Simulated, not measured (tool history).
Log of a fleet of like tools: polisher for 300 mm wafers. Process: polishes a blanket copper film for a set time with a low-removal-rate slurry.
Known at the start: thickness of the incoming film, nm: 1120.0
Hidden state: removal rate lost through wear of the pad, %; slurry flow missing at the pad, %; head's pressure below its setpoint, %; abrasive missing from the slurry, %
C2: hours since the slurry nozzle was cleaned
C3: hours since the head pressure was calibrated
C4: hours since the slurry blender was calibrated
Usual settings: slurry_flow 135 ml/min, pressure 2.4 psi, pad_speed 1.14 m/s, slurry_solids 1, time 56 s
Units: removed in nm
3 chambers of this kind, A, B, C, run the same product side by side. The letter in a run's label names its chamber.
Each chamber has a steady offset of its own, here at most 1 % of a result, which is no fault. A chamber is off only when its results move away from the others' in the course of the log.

Run 1A, hour 7.7: usual settings; wafers polished on this pad 652; C2 171.4; C3 269.6; C4 133.7. Result: removed 129.99 nm.
At hour 8.3: chamber B: worn pad replaced by a new one.
Run 2C, hour 11.5: usual settings; wafers polished on this pad 506; C2 553.7; C3 947.9; C4 281.1. Result: removed 129 nm.
Run 3B, hour 19.4: usual settings; wafers polished on this pad 159; C2 24; C3 341.3; C4 58.2. Result: removed 132.02 nm.
At hour 24.5: chamber A: head pressure recalibrated.
Run 4C, hour 25.7: usual settings; wafers polished on this pad 708; C2 567.9; C3 962.1; C4 295.3. Result: removed 129.9 nm.
Run 5B, hour 31.4: usual settings; wafers polished on this pad 331; C2 36; C3 353.3; C4 70.2. Result: removed 130.49 nm.
Run 6A, hour 35.5: usual settings; wafers polished on this pad 1049; C2 199.2; C3 11.1; C4 161.5. Result: removed 128.79 nm.
At hour 35.9: chamber A: worn pad replaced by a new one.
Run 7A, hour 41.4: usual settings; wafers polished on this pad 79; C2 205.1; C3 17; C4 167.4. Result: removed 129.31 nm.
At hour 43.1: chamber C: worn pad replaced by a new one.
Run 8C, hour 45.7: usual settings but pad_speed 1.36 m/s; wafers polished on this pad 37; C2 587.9; C3 982.1; C4 315.3. Result: removed 154.52 nm.
Run 9B, hour 53.9: usual settings but pad_speed 1.36 m/s; wafers polished on this pad 652; C2 58.5; C3 375.8; C4 92.7. Result: removed 154.51 nm.
At hour 59.5: chamber C: slurry blender recalibrated.
Run 10A, hour 61.3: usual settings but pad_speed 1.36 m/s; wafers polished on this pad 363; C2 225; C3 36.9; C4 187.3. Result: removed 154.99 nm.
At hour 66.4: chamber C: head pressure recalibrated.
Run 11C, hour 69: usual settings; wafers polished on this pad 369; C2 611.2; C3 2.6; C4 9.6. Result: removed 116.13 nm.
Run 12B, hour 75.5: usual settings; wafers polished on this pad 961; C2 80.1; C3 397.4; C4 114.3. Result: removed 132.07 nm.
At hour 82.1: chamber B: worn pad replaced by a new one.
Run 13C, hour 83.3: usual settings; wafers polished on this pad 574; C2 625.5; C3 16.9; C4 23.9. Result: removed 116.83 nm.
Run 14B, hour 88.2: usual settings; wafers polished on this pad 87; C2 92.8; C3 410.1; C4 127. Result: removed 128.77 nm.
Run 15A, hour 95.5: usual settings; wafers polished on this pad 851; C2 259.2; C3 71.1; C4 221.5. Result: removed 129.5 nm.
At hour 100.3: chamber A: worn pad replaced by a new one.
Run 16A, hour 103.2: usual settings; wafers polished on this pad 42; C2 266.9; C3 78.8; C4 229.2. Result: removed 128.89 nm.
Run 17C, hour 109.4: usual settings; wafers polished on this pad 947; C2 651.6; C3 43; C4 50. Result: removed 117.15 nm.
Run 18B, hour 115.7: usual settings but pad_speed 1.52 m/s, slurry_solids 0.9; wafers polished on this pad 480; C2 120.3; C3 437.6; C4 154.5. Result: removed 170.06 nm.
Run 19B, hour 123: usual settings but pad_speed 1.52 m/s, slurry_solids 0.9; wafers polished on this pad 584; C2 127.6; C3 444.9; C4 161.8. Result: removed 168.54 nm.
At hour 124.7: chamber C: worn pad replaced by a new one.
Run 20A, hour 130.8: usual settings but pad_speed 1.52 m/s, slurry_solids 0.9; wafers polished on this pad 437; C2 294.5; C3 106.4; C4 256.8. Result: removed 166.95 nm.
At hour 131.6: chamber C: slurry nozzle cleaned.
Run 21C, hour 137.7: usual settings but pad_speed 1.42 m/s; wafers polished on this pad 185; C2 6.1; C3 71.3; C4 78.3. Result: removed 147.6 nm.
Run 22A, hour 143: usual settings but pad_speed 1.42 m/s; wafers polished on this pad 611; C2 306.7; C3 118.6; C4 269. Result: removed 161.6 nm.
Run 23C, hour 147.1: usual settings but pad_speed 1.42 m/s; wafers polished on this pad 320; C2 15.5; C3 80.7; C4 87.7. Result: removed 146.23 nm.
Run 24B, hour 152.1: usual settings; wafers polished on this pad 1000; C2 156.7; C3 474; C4 190.9. Result: removed 131.13 nm.

What goes on in this fleet: one chamber off, a drifting gauge, or nothing beyond the chambers' own small offsets? Name the chamber and the cause, if any.

A service left chamber C off against the others.
Cause: head's pressure below its setpoint, % = 9.

Here are 4 candidates for chamber C's next run, each the usual settings with a change, their results left as question marks. Which one brings its results back in line with what the others give on the usual settings?
In line means no further than this from the other chambers' mean on the usual settings: removed 3.3 nm
Run 25C-1, hour 158: usual settings but time 61 s. Result: removed ?.
Run 25C-2, hour 158: usual settings but pressure 2.2 psi, pad_speed 1.02 m/s. Result: removed ?.
Run 25C-3, hour 158: usual settings but slurry_flow 140 ml/min, slurry_solids 1.05, time 66 s. Result: removed ?.
Run 25C-4, hour 158: usual settings but pad_speed 1.1 m/s, time 53 s. Result: removed ?.

The other chambers' mean on the usual settings: removed 129.35 nm
  run  removed
25C-1   128.46
25C-2   96.731
25C-3   141.45
25C-4   107.71
25C-1 brings the chamber back in line.

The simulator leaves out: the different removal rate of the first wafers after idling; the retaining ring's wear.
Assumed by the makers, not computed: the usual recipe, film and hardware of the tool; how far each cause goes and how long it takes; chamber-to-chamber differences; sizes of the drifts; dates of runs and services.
